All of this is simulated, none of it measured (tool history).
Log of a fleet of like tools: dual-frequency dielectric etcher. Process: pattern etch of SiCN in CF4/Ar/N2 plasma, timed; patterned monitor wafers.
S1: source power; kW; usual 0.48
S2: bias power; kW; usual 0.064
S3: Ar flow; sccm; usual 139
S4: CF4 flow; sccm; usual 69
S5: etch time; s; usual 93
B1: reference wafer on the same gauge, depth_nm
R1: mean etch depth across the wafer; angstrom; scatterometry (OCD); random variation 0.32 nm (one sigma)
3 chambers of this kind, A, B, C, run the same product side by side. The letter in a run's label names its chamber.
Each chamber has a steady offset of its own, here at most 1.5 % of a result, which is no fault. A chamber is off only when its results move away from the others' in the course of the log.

run 1C day=0.138 | S1=0.48 S2=0.064 S3=139 S4=69 S5=93 | B1=74.993 | R1=775.24
run 2B day=0.292 | S1=0.48 S2=0.064 S3=139 S4=69 S5=93 | B1=75.042 | R1=778.03
run 3A day=0.454 | S1=0.48 S2=0.064 S3=139 S4=69 S5=93 | B1=74.958 | R1=769.79
run 4B day=0.575 | S1=0.48 S2=0.064 S3=139 S4=69 S5=93 | B1=75.005 | R1=780.89
run 5C day=0.721 | S1=0.48 S2=0.064 S3=139 S4=69 S5=93 | B1=75.033 | R1=774.5
run 6A day=0.85 | S1=0.48 S2=0.064 S3=139 S4=69 S5=93 | B1=74.947 | R1=776.42
run 7B day=1.067 | S1=0.48 S2=0.064 S3=139 S4=69 S5=93 | B1=75.024 | R1=780.47
run 8C day=1.292 | S1=0.54 S2=0.064 S3=139 S4=69 S5=93 | B1=75.032 | R1=860.94
run 9A day=1.404 | S1=0.54 S2=0.064 S3=139 S4=69 S5=93 | B1=75.001 | R1=855.22
run 10C day=1.529 | S1=0.54 S2=0.064 S3=139 S4=69 S5=93 | B1=74.981 | R1=861.07
run 11A day=1.733 | S1=0.48 S2=0.064 S3=139 S4=69 S5=93 | B1=75.075 | R1=776.29
run 12B day=1.842 | S1=0.48 S2=0.064 S3=139 S4=53 S5=93 | B1=75.014 | R1=744.06
-- day=1.867 chamber B: source power generator calibrated
run 13C day=2 | S1=0.48 S2=0.064 S3=139 S4=53 S5=93 | B1=75.008 | R1=740.14
-- day=2.062 chamber C: wet clean of the chamber
run 14A day=2.188 | S1=0.48 S2=0.064 S3=139 S4=53 S5=93 | B1=75.049 | R1=742.19
run 15B day=2.333 | S1=0.48 S2=0.064 S3=139 S4=69 S5=93 | B1=75.044 | R1=777.77
run 16B day=2.442 | S1=0.48 S2=0.058 S3=111 S4=69 S5=93 | B1=75.08 | R1=785.56
run 17A day=2.625 | S1=0.48 S2=0.058 S3=111 S4=69 S5=93 | B1=75.083 | R1=775.71
run 18C day=2.733 | S1=0.48 S2=0.058 S3=111 S4=69 S5=93 | B1=74.958 | R1=751.55
run 19C day=2.871 | S1=0.48 S2=0.064 S3=139 S4=69 S5=93 | B1=74.98 | R1=743
run 20B day=3.017 | S1=0.48 S2=0.064 S3=114 S4=69 S5=66 | B1=75.103 | R1=570
run 21A day=3.204 | S1=0.48 S2=0.064 S3=114 S4=69 S5=66 | B1=75.034 | R1=570.38
run 22A day=3.329 | S1=0.48 S2=0.064 S3=114 S4=69 S5=66 | B1=75.073 | R1=568.32
run 23C day=3.488 | S1=0.48 S2=0.064 S3=139 S4=69 S5=93 | B1=75.043 | R1=750.87
run 24B day=3.675 | S1=0.48 S2=0.064 S3=139 S4=69 S5=93 | B1=74.897 | R1=776.49
run 25A day=3.85 | S1=0.48 S2=0.064 S3=139 S4=69 S5=93 | B1=74.995 | R1=768.87
run 26B day=4.075 | S1=0.48 S2=0.064 S3=139 S4=69 S5=93 | B1=74.968 | R1=774.12
run 27C day=4.188 | S1=0.48 S2=0.064 S3=139 S4=69 S5=93 | B1=75.027 | R1=745.39
run 28A day=4.367 | S1=0.48 S2=0.064 S3=139 S4=69 S5=93 | B1=75.032 | R1=769

What goes on in this fleet: one chamber off, a drifting gauge, or nothing beyond the chambers' own small offsets? Name the chamber and the cause, if any.

A service left chamber C off against the others.
Cause: etch rate under this chamber's usual, % = 3.4.

Here are 4 candidates for chamber C's next run, each the usual settings with a change, their results left as question marks. Which one brings its results back in line with what the others give on the usual settings?
In line means no further than this from the other chambers' mean on the usual settings: R1 11 angstrom
run 29C-1 day=4.529 | S1=0.48 S2=0.064 S3=139 S4=69 S5=92 | R1=?
run 29C-2 day=4.529 | S1=0.48 S2=0.069 S3=139 S4=72 S5=93 | R1=?
run 29C-3 day=4.529 | S1=0.48 S2=0.064 S3=139 S4=69 S5=94 | R1=?
run 29C-4 day=4.529 | S1=0.47 S2=0.064 S3=139 S4=69 S5=91 | R1=?

The other chambers' mean on the usual settings: R1 776.82 angstrom
run=29C-1 R1=740.2
run=29C-2 R1=774.37
run=29C-3 R1=756.3
run=29C-4 R1=718.6
29C-2 brings the chamber back in line.

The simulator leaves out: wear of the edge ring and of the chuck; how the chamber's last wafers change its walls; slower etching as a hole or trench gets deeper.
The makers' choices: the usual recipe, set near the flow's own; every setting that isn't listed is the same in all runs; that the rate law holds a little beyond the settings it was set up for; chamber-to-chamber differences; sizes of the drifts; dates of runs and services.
